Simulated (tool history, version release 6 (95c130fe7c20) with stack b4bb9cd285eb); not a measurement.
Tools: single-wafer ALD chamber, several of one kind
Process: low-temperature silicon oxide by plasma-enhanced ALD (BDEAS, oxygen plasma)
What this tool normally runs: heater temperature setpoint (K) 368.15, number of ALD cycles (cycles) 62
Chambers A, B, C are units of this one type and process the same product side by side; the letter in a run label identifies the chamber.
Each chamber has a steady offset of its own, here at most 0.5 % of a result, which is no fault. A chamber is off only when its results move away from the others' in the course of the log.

run	hour	heater temperature setpoint (K)	number of ALD cycles (cycles)	hours since the last thermocouple change	read-back reference wafer on the same gauge, thickness_nm	mean film thickness on the monitor wafer (Å)
1C	5.5	368.15	62	1473.4	9.376	90.445
2A	13.2	368.15	62	29	9.3751	90.373
3B	17.3	368.15	62	1298.8	9.376	89.847
4A	23	368.15	62	38.8	9.3787	90.441
5C	31.7	368.15	62	1499.6	9.3717	90.175
6B	37.2	368.15	62	1318.7	9.371	89.981
7A	45.8	368.15	62	61.6	9.367	90.58
8C	53.6	368.15	62	1521.5	9.3694	90.331
9B	61.5	368.15	62	1343	9.3642	89.662
10A	69.6	368.15	52	85.4	9.3634	75.866
11B	74	368.15	52	1355.5	9.3612	75.264
12C	83.4	368.15	52	1551.3	9.3606	75.745
13A	90.2	368.15	62	106	9.3571	90.348
14B	97.6	374.15	62	1379.1	9.3607	88.24
15C	106.2	374.15	62	1574.1	9.353	88.403
16A	111.7	374.15	62	127.5	9.3525	88.327
17B	117.7	368.15	62	1399.2	9.3516	89.613
18C	121.8	368.15	62	1589.7	9.3544	90.174
19C	129.8	368.15	62	1597.7	9.3524	90.093
20B	136.2	368.15	62	1417.7	9.3508	89.703
21A	144.9	368.15	62	160.7	9.3469	90.335
22A	151.6	368.15	62	167.4	9.3463	90.456
23C	157.3	368.15	62	1625.2	9.3454	90.193
24B	163.8	377.15	62	1445.3	9.34	87.465
25C	170.4	377.15	62	1638.3	9.3387	87.601
26A	178.9	377.15	62	194.7	9.3407	87.939
27B	185.8	368.15	62	1467.3	9.3382	89.489
28C	190	368.15	62	1657.9	9.3378	89.938
29A	194.8	368.15	62	210.6	9.3376	90.043
30B	200.2	368.15	62	1481.7	9.3321	89.332
31C	209.1	368.15	62	1677	9.3299	89.851
# hour 215.3: chamber C: thermocouple changed; heater temperature recalibrated
32A	216	368.15	62	231.8	9.3309	90.093
33B	223.3	368.15	62	1504.8	9.3286	89.468
34C	229.8	368.15	62	14.6	9.328	90.029
35B	234.6	368.15	62	1516.1	9.3289	89.489

Is one chamber out of step, is the gauge drifting, or do the chambers differ by no more than their own small offsets? For an off chamber, give its letter and the likeliest cause.

It is the gauge, not a chamber: its drift shows up in every chamber's results at once, and no chamber is off.
Cause: gauge reads low (%) = 0.592.
